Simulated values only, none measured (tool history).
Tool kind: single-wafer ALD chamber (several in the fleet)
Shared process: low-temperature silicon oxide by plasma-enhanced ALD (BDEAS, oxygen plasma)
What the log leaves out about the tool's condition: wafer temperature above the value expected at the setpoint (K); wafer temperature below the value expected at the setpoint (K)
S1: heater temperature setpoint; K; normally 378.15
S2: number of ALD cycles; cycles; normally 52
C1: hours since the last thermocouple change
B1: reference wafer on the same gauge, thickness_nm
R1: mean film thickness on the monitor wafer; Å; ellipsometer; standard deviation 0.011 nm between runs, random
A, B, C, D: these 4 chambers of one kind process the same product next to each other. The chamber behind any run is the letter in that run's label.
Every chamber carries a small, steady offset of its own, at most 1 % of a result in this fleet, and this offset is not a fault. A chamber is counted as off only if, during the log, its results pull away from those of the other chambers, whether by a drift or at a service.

{"run": "1B", "hour": 4.7, "S1": 378.15, "S2": 52, "C1": 238.5, "B1": 7.3626, "R1": 73.256}
{"run": "2D", "hour": 13.0, "S1": 378.15, "S2": 52, "C1": 550.0, "B1": 7.3631, "R1": 74.093}
{"run": "3C", "hour": 20.1, "S1": 378.15, "S2": 52, "C1": 839.8, "B1": 7.3664, "R1": 74.327}
{"run": "4A", "hour": 25.7, "S1": 378.15, "S2": 52, "C1": 1191.1, "B1": 7.3666, "R1": 73.639}
{"run": "5C", "hour": 33.0, "S1": 378.15, "S2": 52, "C1": 852.7, "B1": 7.3671, "R1": 74.31}
{"run": "6D", "hour": 41.3, "S1": 378.15, "S2": 52, "C1": 578.3, "B1": 7.3702, "R1": 73.948}
{"run": "7B", "hour": 46.8, "S1": 378.15, "S2": 52, "C1": 280.6, "B1": 7.3682, "R1": 73.166}
{"run": "8A", "hour": 55.0, "S1": 387.15, "S2": 47, "C1": 1220.4, "B1": 7.3716, "R1": 65.45}
{"run": "9A", "hour": 62.6, "S1": 387.15, "S2": 47, "C1": 1228.0, "B1": 7.3764, "R1": 65.356}
{"run": "10D", "hour": 69.9, "S1": 387.15, "S2": 47, "C1": 606.9, "B1": 7.3774, "R1": 65.88}
{"run": "11B", "hour": 78.1, "S1": 387.15, "S2": 47, "C1": 311.9, "B1": 7.3767, "R1": 65.21}
{"run": "12C", "hour": 82.4, "S1": 378.15, "S2": 52, "C1": 902.1, "B1": 7.3781, "R1": 74.49}
{"run": "13C", "hour": 88.5, "S1": 378.15, "S2": 52, "C1": 908.2, "B1": 7.3759, "R1": 74.314}
{"run": "14D", "hour": 95.0, "S1": 378.15, "S2": 52, "C1": 632.0, "B1": 7.3813, "R1": 74.153}
{"run": "15B", "hour": 103.3, "S1": 378.15, "S2": 52, "C1": 337.1, "B1": 7.384, "R1": 73.201}
{"run": "16A", "hour": 109.0, "S1": 391.15, "S2": 52, "C1": 1274.4, "B1": 7.3839, "R1": 71.86}
{"run": "17D", "hour": 116.7, "S1": 391.15, "S2": 52, "C1": 653.7, "B1": 7.3853, "R1": 72.393}
{"run": "18B", "hour": 123.1, "S1": 391.15, "S2": 52, "C1": 356.9, "B1": 7.3884, "R1": 71.712}
{"run": "19C", "hour": 128.7, "S1": 391.15, "S2": 52, "C1": 948.4, "B1": 7.3881, "R1": 72.718}
{"run": "20A", "hour": 134.2, "S1": 378.15, "S2": 52, "C1": 1299.6, "B1": 7.3927, "R1": 73.708}
{"run": "21A", "hour": 141.0, "S1": 378.15, "S2": 52, "C1": 1306.4, "B1": 7.3918, "R1": 73.944}
{"run": "22C", "hour": 146.4, "S1": 378.15, "S2": 52, "C1": 966.1, "B1": 7.3923, "R1": 74.494}
{"run": "23B", "hour": 150.5, "S1": 378.15, "S2": 52, "C1": 384.3, "B1": 7.3926, "R1": 73.483}
{"run": "24D", "hour": 156.4, "S1": 378.15, "S2": 52, "C1": 693.4, "B1": 7.396, "R1": 74.202}
{"run": "25D", "hour": 162.0, "S1": 378.15, "S2": 52, "C1": 699.0, "B1": 7.397, "R1": 74.311}
{"run": "26B", "hour": 166.4, "S1": 378.15, "S2": 52, "C1": 400.2, "B1": 7.3958, "R1": 73.609}
{"run": "27C", "hour": 174.8, "S1": 378.15, "S2": 52, "C1": 994.5, "B1": 7.4028, "R1": 74.537}
{"run": "28A", "hour": 180.2, "S1": 378.15, "S2": 52, "C1": 1345.6, "B1": 7.3992, "R1": 73.89}
{"run": "29D", "hour": 186.4, "S1": 378.15, "S2": 52, "C1": 723.4, "B1": 7.403, "R1": 74.327}
{"run": "30C", "hour": 191.6, "S1": 390.15, "S2": 52, "C1": 1011.3, "B1": 7.4035, "R1": 73.176}

Predict what each chamber gives when all 4 of them run the settings below next.
{"run": "31A", "hour": 197.7, "S1": 384.15, "S2": 52, "R1": "?"}
{"run": "31B", "hour": 197.7, "S1": 384.15, "S2": 52, "R1": "?"}
{"run": "31C", "hour": 197.7, "S1": 384.15, "S2": 52, "R1": "?"}
{"run": "31D", "hour": 197.7, "S1": 384.15, "S2": 52, "R1": "?"}

run=31A R1=73.186
run=31B R1=72.774
run=31C R1=73.861
run=31D R1=73.568
